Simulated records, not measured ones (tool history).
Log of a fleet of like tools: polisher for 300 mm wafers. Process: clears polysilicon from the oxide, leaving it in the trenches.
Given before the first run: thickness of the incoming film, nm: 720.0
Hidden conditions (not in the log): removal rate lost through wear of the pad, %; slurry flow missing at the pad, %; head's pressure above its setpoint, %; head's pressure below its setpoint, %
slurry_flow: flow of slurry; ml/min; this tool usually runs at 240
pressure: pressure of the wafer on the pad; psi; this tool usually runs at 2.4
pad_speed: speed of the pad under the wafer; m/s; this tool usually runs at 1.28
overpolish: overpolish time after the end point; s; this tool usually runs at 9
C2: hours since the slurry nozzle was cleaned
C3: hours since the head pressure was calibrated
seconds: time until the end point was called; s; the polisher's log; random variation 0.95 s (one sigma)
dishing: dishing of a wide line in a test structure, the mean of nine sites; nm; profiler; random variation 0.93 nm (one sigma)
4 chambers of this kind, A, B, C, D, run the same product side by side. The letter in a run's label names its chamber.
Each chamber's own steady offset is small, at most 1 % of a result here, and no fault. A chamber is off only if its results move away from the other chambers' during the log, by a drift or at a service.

At hour 5.6: chamber B: worn pad replaced by a new one.
Run 1B, hour 5.6: usual settings; wafers polished on this pad 0; C2 578.0; C3 324.3. Result: seconds 50.312 s, dishing 48.337 nm.
Run 2C, hour 10.1: usual settings; wafers polished on this pad 280; C2 506.6; C3 1228.7. Result: seconds 50.628 s, dishing 47.470 nm.
Run 3D, hour 19.4: usual settings; wafers polished on this pad 370; C2 154.0; C3 536.7. Result: seconds 50.723 s, dishing 47.149 nm.
Run 4A, hour 28.2: usual settings; wafers polished on this pad 1259; C2 504.5; C3 302.8. Result: seconds 52.579 s, dishing 45.360 nm.
Run 5D, hour 33.7: usual settings; wafers polished on this pad 556; C2 168.3; C3 551.0. Result: seconds 51.834 s, dishing 46.124 nm.
At hour 38.5: chamber A: worn pad replaced by a new one.
Run 6A, hour 40.7: usual settings; wafers polished on this pad 28; C2 517.0; C3 315.3. Result: seconds 50.178 s, dishing 47.323 nm.
Run 7C, hour 45.9: usual settings but slurry_flow 305 ml/min, overpolish 13 s; wafers polished on this pad 743; C2 542.4; C3 1264.5. Result: seconds 51.069 s, dishing 49.593 nm.
Run 8B, hour 52.7: usual settings but slurry_flow 305 ml/min, overpolish 13 s; wafers polished on this pad 610; C2 625.1; C3 371.4. Result: seconds 46.802 s, dishing 49.266 nm.
At hour 59.3: chamber C: head pressure recalibrated.
Run 9D, hour 59.6: usual settings but slurry_flow 305 ml/min, overpolish 13 s; wafers polished on this pad 891; C2 194.2; C3 576.9. Result: seconds 49.658 s, dishing 49.765 nm.
Run 10A, hour 66.9: usual settings but slurry_flow 305 ml/min, overpolish 13 s; wafers polished on this pad 368; C2 543.2; C3 341.5. Result: seconds 48.572 s, dishing 51.654 nm.
At hour 69.7: chamber C: worn pad replaced by a new one.
Run 11B, hour 72.1: usual settings; wafers polished on this pad 861; C2 644.5; C3 390.8. Result: seconds 49.913 s, dishing 48.913 nm.
At hour 78.0: chamber D: worn pad replaced by a new one.
Run 12C, hour 79.4: usual settings but overpolish 5 s; wafers polished on this pad 126; C2 575.9; C3 20.1. Result: seconds 57.225 s, dishing 36.296 nm.
Run 13D, hour 87.3: usual settings but overpolish 5 s; wafers polished on this pad 121; C2 221.9; C3 604.6. Result: seconds 50.788 s, dishing 37.448 nm.
Run 14B, hour 93.9: usual settings but overpolish 5 s; wafers polished on this pad 1144; C2 666.3; C3 412.6. Result: seconds 49.544 s, dishing 38.039 nm.
Run 15C, hour 98.7: usual settings but overpolish 5 s; wafers polished on this pad 376; C2 595.2; C3 39.4. Result: seconds 57.847 s, dishing 36.837 nm.
At hour 103.7: chamber B: worn pad replaced by a new one.
Run 16A, hour 108.2: usual settings; wafers polished on this pad 903; C2 584.5; C3 382.8. Result: seconds 50.154 s, dishing 46.547 nm.
Run 17D, hour 114.4: usual settings; wafers polished on this pad 472; C2 249.0; C3 631.7. Result: seconds 51.010 s, dishing 46.988 nm.
At hour 121.4: chamber A: worn pad replaced by a new one.
Run 18C, hour 121.6: usual settings; wafers polished on this pad 673; C2 618.1; C3 62.3. Result: seconds 56.890 s, dishing 46.756 nm.
Run 19A, hour 126.5: usual settings; wafers polished on this pad 66; C2 602.8; C3 401.1. Result: seconds 51.530 s, dishing 46.305 nm.
Run 20B, hour 134.5: usual settings; wafers polished on this pad 399; C2 706.9; C3 453.2. Result: seconds 50.452 s, dishing 47.343 nm.
At hour 135.7: chamber C: worn pad replaced by a new one.
At hour 138.0: chamber A: slurry nozzle cleaned.
At hour 138.4: chamber D: slurry nozzle cleaned.
Run 21C, hour 141.0: usual settings but overpolish 5 s; wafers polished on this pad 69; C2 637.5; C3 81.7. Result: seconds 55.021 s, dishing 36.643 nm.
Run 22B, hour 145.6: usual settings but overpolish 5 s; wafers polished on this pad 543; C2 718.0; C3 464.3. Result: seconds 48.322 s, dishing 37.367 nm.
At hour 148.1: chamber B: head pressure recalibrated.
Run 23D, hour 150.6: usual settings but overpolish 5 s; wafers polished on this pad 941; C2 12.2; C3 667.9. Result: seconds 50.870 s, dishing 38.003 nm.
Run 24A, hour 157.0: usual settings but overpolish 5 s; wafers polished on this pad 461; C2 19.0; C3 431.6. Result: seconds 51.140 s, dishing 38.291 nm.
Run 25D, hour 162.2: usual settings; wafers polished on this pad 1091; C2 23.8; C3 679.5. Result: seconds 50.295 s, dishing 45.649 nm.
Run 26C, hour 169.1: usual settings; wafers polished on this pad 433; C2 665.6; C3 109.8. Result: seconds 56.763 s, dishing 46.558 nm.
Run 27B, hour 177.2: usual settings; wafers polished on this pad 952; C2 749.6; C3 29.1. Result: seconds 50.890 s, dishing 47.323 nm.
Run 28A, hour 184.3: usual settings; wafers polished on this pad 815; C2 46.3; C3 458.9. Result: seconds 51.494 s, dishing 45.942 nm.

Read the log: is a single chamber off, either drifting away or since a service, is the gauge that measures every chamber drifting, or is nothing wrong beyond small per-chamber offsets? Name any odd chamber and what most likely caused it.

A service left chamber C off against the others.
Most likely cause: head's pressure below its setpoint, % = 9.19.

Chamber C could run next with any of the 4 candidate recipes listed below; each alters the usual settings, and their results appear as question marks. Which one brings its results back in line with what the other chambers deliver on the usual settings?
Counts as in line when no further than this from what the other chambers average on the usual settings: seconds 3.300 s; dishing 3.200 nm
Run 29C-1, hour 191.6: usual settings but pressure 2.5 psi, pad_speed 1.34 m/s. Result: seconds ?, dishing ?.
Run 29C-2, hour 191.6: usual settings but slurry_flow 245 ml/min, pressure 2.7 psi, pad_speed 1.42 m/s, overpolish 8 s. Result: seconds ?, dishing ?.
Run 29C-3, hour 191.6: usual settings but slurry_flow 235 ml/min, pressure 2.2 psi, pad_speed 1.14 m/s, overpolish 10 s. Result: seconds ?, dishing ?.
Run 29C-4, hour 191.6: usual settings but pressure 2.3 psi, pad_speed 1.22 m/s. Result: seconds ?, dishing ?.

The mean the other chambers reach with the usual settings: seconds 50.694 s; dishing 47.078 nm
  run  seconds  dishing
29C-1   52.263   46.904
29C-2   45.547   47.119
29C-3   69.942   44.583
29C-4   62.386   44.707
29C-1 brings the chamber back in line.
